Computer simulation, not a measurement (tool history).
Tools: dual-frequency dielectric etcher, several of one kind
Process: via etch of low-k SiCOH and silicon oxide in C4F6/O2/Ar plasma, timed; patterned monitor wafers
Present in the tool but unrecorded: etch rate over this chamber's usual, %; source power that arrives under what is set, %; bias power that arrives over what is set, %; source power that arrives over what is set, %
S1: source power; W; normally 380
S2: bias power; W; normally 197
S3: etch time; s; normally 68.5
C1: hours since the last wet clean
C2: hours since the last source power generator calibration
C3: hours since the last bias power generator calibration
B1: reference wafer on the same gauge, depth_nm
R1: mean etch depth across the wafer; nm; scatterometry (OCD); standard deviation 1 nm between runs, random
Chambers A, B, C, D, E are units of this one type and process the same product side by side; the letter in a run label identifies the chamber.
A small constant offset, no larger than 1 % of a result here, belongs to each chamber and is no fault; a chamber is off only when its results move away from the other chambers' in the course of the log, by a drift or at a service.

run	hour	S1	S2	S3	C1	C2	C3	B1	R1
1B	14.7	380	197	68.5	406.9	3056.1	285.2	217.86	192.97
2A	26.6	380	197	68.5	502.9	2259.4	2302	218.05	193.41
3D	41.3	380	197	68.5	280.4	1301	1718.3	217.84	193.52
4E	52.3	380	197	68.5	82.2	3217.3	1235.9	217.85	192.5
5C	65.8	380	163	79.5	310.4	1840.1	1775.5	217.97	211.96
6D	74.7	380	163	79.5	313.8	1334.4	1751.7	218.36	211.23
# hour 80.5: chamber B: wet clean of the chamber
7C	89.5	380	163	79.5	334.1	1863.8	1799.2	217.94	211.41
8E	99.4	380	163	79.5	129.3	3264.4	1283	218.11	210.62
9B	114	380	163	79.5	33.6	3155.4	384.5	217.89	212.52
10A	124.9	380	197	68.5	601.2	2357.7	2400.3	218.04	192.6
11E	137.2	380	197	68.5	167.1	3302.2	1320.8	218.24	192.05
12C	150.9	380	197	68.5	395.5	1925.2	1860.6	218.07	193.69
13A	162.4	380	197	68.5	638.7	2395.2	2437.8	217.96	193.21
14D	174.2	380	197	68.5	413.3	1433.9	1851.2	218.01	194.12
# hour 179.7: chamber C: wet clean of the chamber
15B	185.1	380	197	68.5	104.7	3226.5	455.6	217.73	192.72
16B	196.3	380	177	48.5	115.9	3237.7	466.8	217.95	132.38
17D	205.7	380	177	48.5	444.8	1465.4	1882.7	217.73	133.15
# hour 213.5: chamber D: wet clean of the chamber
18A	217.5	380	177	48.5	693.8	2450.3	2492.9	218.17	132.62
19C	227.6	380	177	48.5	48	2001.9	1937.3	218.02	132.3
20E	242.5	380	177	48.5	272.4	3407.5	1426.1	218.03	131.28
21B	255	380	197	68.5	174.6	3296.4	525.5	218.08	193.86
22E	266.4	380	197	68.5	296.3	3431.4	1450	217.98	192.99
# hour 268.9: chamber A: wet clean of the chamber
23D	279.4	380	197	68.5	66	1539.1	1956.4	217.95	204.1
24A	288.1	380	197	68.5	19.3	2520.9	2563.5	217.86	195.63
25C	300.3	440	197	68.5	120.7	2074.6	2010	218.16	204.03
26C	313.5	440	197	68.5	133.9	2087.8	2023.2	218.13	202.85
27E	322.5	440	197	68.5	352.4	3487.5	1506.1	218.2	203.59
28A	333.8	440	197	68.5	65	2566.6	2609.2	218.41	206.64
29D	348.7	440	197	68.5	135.3	1608.4	2025.7	217.99	218.58
30B	357.2	380	197	68.5	276.8	3398.6	627.7	218.06	195.23
31B	369.9	430	175	68.5	289.5	3411.3	640.4	218	194.37
32D	380.5	430	175	68.5	167.1	1640.2	2057.5	218.1	205.23
33C	387.5	430	175	68.5	207.9	2161.8	2097.2	218	194.75
34A	395.3	430	175	68.5	126.5	2628.1	2670.7	218.16	196.93
35E	410.7	430	175	68.5	440.6	3575.7	1594.3	217.99	195.18
36A	424	380	197	59	155.2	2656.8	2699.4	217.61	167.2

Next, every chamber runs the same settings. What will each give?
37A	435.2	380	197	68.5					?
37B	435.2	380	197	68.5					?
37C	435.2	380	197	68.5					?
37D	435.2	380	197	68.5					?
37E	435.2	380	197	68.5					?

run	R1
37A	194.31
37B	193.23
37C	192.66
37D	203.68
37E	191.8
